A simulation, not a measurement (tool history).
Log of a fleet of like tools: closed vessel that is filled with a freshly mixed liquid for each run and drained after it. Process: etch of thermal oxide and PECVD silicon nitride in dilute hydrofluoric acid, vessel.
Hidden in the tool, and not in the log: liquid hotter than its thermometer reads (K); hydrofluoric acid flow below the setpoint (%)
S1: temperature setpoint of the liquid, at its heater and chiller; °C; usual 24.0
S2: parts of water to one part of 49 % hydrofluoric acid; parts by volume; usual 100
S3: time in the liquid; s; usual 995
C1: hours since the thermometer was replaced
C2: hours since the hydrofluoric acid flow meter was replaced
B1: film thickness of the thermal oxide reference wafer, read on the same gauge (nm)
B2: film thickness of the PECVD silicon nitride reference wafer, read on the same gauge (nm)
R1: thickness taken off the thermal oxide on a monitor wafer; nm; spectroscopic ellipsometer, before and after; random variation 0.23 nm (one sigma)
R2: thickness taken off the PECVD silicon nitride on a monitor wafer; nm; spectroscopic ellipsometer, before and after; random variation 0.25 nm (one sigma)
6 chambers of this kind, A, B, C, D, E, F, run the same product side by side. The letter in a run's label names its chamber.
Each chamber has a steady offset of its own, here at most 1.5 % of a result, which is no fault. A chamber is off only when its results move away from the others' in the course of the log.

{"run": "1B", "day": 0.204, "S1": 24.0, "S2": 100, "S3": 995, "C1": 1351.2, "C2": 621.9, "B1": 109.95, "B2": 89.998, "R1": 46.517, "R2": 28.351}
{"run": "2E", "day": 0.408, "S1": 24.0, "S2": 100, "S3": 995, "C1": 410.4, "C2": 57.1, "B1": 110.04, "B2": 89.988, "R1": 45.667, "R2": 28.221}
{"run": "3A", "day": 0.633, "S1": 24.0, "S2": 100, "S3": 995, "C1": 2517.8, "C2": 999.6, "B1": 109.99, "B2": 90.017, "R1": 46.161, "R2": 28.484}
{"run": "4C", "day": 0.896, "S1": 24.0, "S2": 100, "S3": 995, "C1": 503.5, "C2": 438.8, "B1": 110.04, "B2": 89.937, "R1": 46.502, "R2": 28.258}
{"run": "5F", "day": 1.146, "S1": 24.0, "S2": 100, "S3": 995, "C1": 537.8, "C2": 411.8, "B1": 110.0, "B2": 90.027, "R1": 46.229, "R2": 28.055}
{"run": "6D", "day": 1.375, "S1": 24.0, "S2": 100, "S3": 995, "C1": 688.5, "C2": 2353.1, "B1": 109.98, "B2": 89.982, "R1": 45.889, "R2": 27.299}
{"run": "7F", "day": 1.512, "S1": 21.5, "S2": 80, "S3": 995, "C1": 546.6, "C2": 420.6, "B1": 109.97, "B2": 89.969, "R1": 53.715, "R2": 29.53}
{"run": "8E", "day": 1.779, "S1": 21.5, "S2": 80, "S3": 995, "C1": 443.3, "C2": 90.0, "B1": 110.0, "B2": 90.027, "R1": 53.363, "R2": 29.458}
{"run": "9D", "day": 1.925, "S1": 21.5, "S2": 80, "S3": 995, "C1": 701.7, "C2": 2366.3, "B1": 110.01, "B2": 90.006, "R1": 53.294, "R2": 28.822}
{"run": "10A", "day": 2.092, "S1": 21.5, "S2": 80, "S3": 995, "C1": 2552.8, "C2": 1034.6, "B1": 109.97, "B2": 90.011, "R1": 53.138, "R2": 29.589}
{"run": "11B", "day": 2.296, "S1": 21.5, "S2": 80, "S3": 995, "C1": 1401.4, "C2": 672.1, "B1": 109.97, "B2": 90.03, "R1": 53.881, "R2": 29.691}
{"run": "12C", "day": 2.538, "S1": 21.5, "S2": 80, "S3": 995, "C1": 542.9, "C2": 478.2, "B1": 110.02, "B2": 90.003, "R1": 53.938, "R2": 29.728}
{"run": "13C", "day": 2.658, "S1": 24.0, "S2": 100, "S3": 995, "C1": 545.8, "C2": 481.1, "B1": 110.0, "B2": 90.018, "R1": 46.577, "R2": 27.685}
{"run": "14A", "day": 2.825, "S1": 24.0, "S2": 100, "S3": 995, "C1": 2570.4, "C2": 1052.2, "B1": 110.0, "B2": 90.005, "R1": 46.021, "R2": 28.11}
{"run": "15B", "day": 3.096, "S1": 24.0, "S2": 100, "S3": 995, "C1": 1420.6, "C2": 691.3, "B1": 110.02, "B2": 89.992, "R1": 45.977, "R2": 28.915}
{"run": "16D", "day": 3.312, "S1": 24.0, "S2": 100, "S3": 995, "C1": 735.0, "C2": 2399.6, "B1": 110.0, "B2": 90.007, "R1": 45.84, "R2": 28.155}
{"run": "17F", "day": 3.471, "S1": 20.0, "S2": 100, "S3": 995, "C1": 593.6, "C2": 467.6, "B1": 109.99, "B2": 90.031, "R1": 38.999, "R2": 21.48}
{"run": "18E", "day": 3.633, "S1": 20.0, "S2": 100, "S3": 995, "C1": 487.8, "C2": 134.5, "B1": 109.99, "B2": 89.989, "R1": 39.435, "R2": 21.703}
{"run": "19F", "day": 3.775, "S1": 20.0, "S2": 100, "S3": 995, "C1": 600.9, "C2": 474.9, "B1": 110.0, "B2": 89.997, "R1": 39.149, "R2": 21.311}
{"run": "20B", "day": 3.925, "S1": 20.0, "S2": 100, "S3": 995, "C1": 1440.5, "C2": 711.2, "B1": 110.0, "B2": 89.953, "R1": 39.463, "R2": 21.659}
{"run": "21A", "day": 4.162, "S1": 20.0, "S2": 100, "S3": 995, "C1": 2602.5, "C2": 1084.3, "B1": 109.97, "B2": 89.996, "R1": 38.767, "R2": 21.461}
{"run": "22C", "day": 4.292, "S1": 20.0, "S2": 100, "S3": 995, "C1": 585.0, "C2": 520.3, "B1": 110.0, "B2": 89.969, "R1": 39.897, "R2": 21.47}
{"run": "23D", "day": 4.454, "S1": 24.0, "S2": 100, "S3": 995, "C1": 762.4, "C2": 2427.0, "B1": 110.0, "B2": 89.988, "R1": 46.094, "R2": 27.578}
{"run": "24E", "day": 4.712, "S1": 24.0, "S2": 150, "S3": 995, "C1": 513.7, "C2": 160.4, "B1": 110.0, "B2": 90.016, "R1": 28.871, "R2": 18.748}
{"run": "25C", "day": 4.858, "S1": 24.0, "S2": 150, "S3": 995, "C1": 598.6, "C2": 533.9, "B1": 110.01, "B2": 89.983, "R1": 29.113, "R2": 18.618}
{"run": "26B", "day": 5.054, "S1": 24.0, "S2": 150, "S3": 995, "C1": 1467.6, "C2": 738.3, "B1": 110.02, "B2": 90.014, "R1": 29.213, "R2": 18.586}
{"day": 5.217, "done": "chamber C: hydrofluoric acid flow meter replaced"}
{"run": "27F", "day": 5.321, "S1": 24.0, "S2": 150, "S3": 995, "C1": 638.0, "C2": 512.0, "B1": 110.0, "B2": 89.97, "R1": 29.076, "R2": 18.632}
{"run": "28A", "day": 5.504, "S1": 24.0, "S2": 150, "S3": 995, "C1": 2634.7, "C2": 1116.5, "B1": 110.01, "B2": 89.991, "R1": 28.187, "R2": 18.509}
{"run": "29E", "day": 5.721, "S1": 24.0, "S2": 150, "S3": 995, "C1": 537.9, "C2": 184.6, "B1": 110.03, "B2": 89.989, "R1": 28.976, "R2": 18.616}
{"run": "30D", "day": 5.862, "S1": 24.0, "S2": 100, "S3": 995, "C1": 796.2, "C2": 2460.8, "B1": 109.99, "B2": 89.981, "R1": 45.865, "R2": 27.883}
{"run": "31B", "day": 6.133, "S1": 24.0, "S2": 100, "S3": 995, "C1": 1493.5, "C2": 764.2, "B1": 109.97, "B2": 90.02, "R1": 46.781, "R2": 28.436}
{"run": "32E", "day": 6.388, "S1": 19.0, "S2": 100, "S3": 810, "C1": 553.9, "C2": 200.6, "B1": 110.0, "B2": 89.982, "R1": 30.354, "R2": 16.515}
{"run": "33A", "day": 6.575, "S1": 19.0, "S2": 100, "S3": 810, "C1": 2660.4, "C2": 1142.2, "B1": 109.99, "B2": 90.004, "R1": 29.639, "R2": 16.095}
{"run": "34C", "day": 6.788, "S1": 19.0, "S2": 100, "S3": 810, "C1": 644.9, "C2": 37.8, "B1": 110.01, "B2": 90.001, "R1": 31.411, "R2": 16.198}
{"run": "35D", "day": 6.938, "S1": 19.0, "S2": 100, "S3": 810, "C1": 822.0, "C2": 2486.6, "B1": 110.01, "B2": 89.979, "R1": 30.705, "R2": 16.245}
{"run": "36F", "day": 7.179, "S1": 19.0, "S2": 100, "S3": 810, "C1": 682.6, "C2": 556.6, "B1": 109.99, "B2": 89.997, "R1": 30.484, "R2": 16.093}
{"run": "37B", "day": 7.333, "S1": 19.0, "S2": 100, "S3": 810, "C1": 1522.3, "C2": 793.0, "B1": 109.99, "B2": 89.991, "R1": 31.011, "R2": 16.523}
{"run": "38E", "day": 7.492, "S1": 24.0, "S2": 100, "S3": 995, "C1": 580.4, "C2": 227.1, "B1": 110.02, "B2": 89.992, "R1": 45.787, "R2": 27.523}
{"run": "39A", "day": 7.725, "S1": 24.0, "S2": 145, "S3": 995, "C1": 2688.0, "C2": 1169.8, "B1": 109.98, "B2": 89.993, "R1": 29.016, "R2": 18.965}
{"run": "40F", "day": 7.9, "S1": 24.0, "S2": 145, "S3": 995, "C1": 699.9, "C2": 573.9, "B1": 109.99, "B2": 90.006, "R1": 29.849, "R2": 19.374}

What goes on in this fleet: one chamber off, a drifting gauge, or nothing beyond the chambers' own small offsets? Name the chamber and the cause, if any.

Chamber A drifts away from the others.
Cause: hydrofluoric acid flow below the setpoint (%) = 4.34.

Here are 4 candidates for chamber A's next run, each the usual settings with a change, their results left as question marks. Which one brings its results back in line with what the others give on the usual settings?
In line means no further than this from the other chambers' mean on the usual settings: R1 0.820 nm; R2 0.880 nm
{"run": "41A-1", "day": 8.096, "S1": 23.0, "S2": 90, "S3": 1025, "R1": "?", "R2": "?"}
{"run": "41A-2", "day": 8.096, "S1": 24.5, "S2": 105, "S3": 980, "R1": "?", "R2": "?"}
{"run": "41A-3", "day": 8.096, "S1": 25.0, "S2": 110, "S3": 960, "R1": "?", "R2": "?"}
{"run": "41A-4", "day": 8.096, "S1": 23.5, "S2": 95, "S3": 1005, "R1": "?", "R2": "?"}

The other chambers' mean on the usual settings: R1 46.227 nm; R2 27.935 nm
run=41A-1 R1=49.268 R2=29.064
run=41A-2 R1=42.100 R2=26.359
run=41A-3 R1=39.899 R2=25.474
run=41A-4 R1=46.419 R2=27.936
41A-4 brings the chamber back in line.
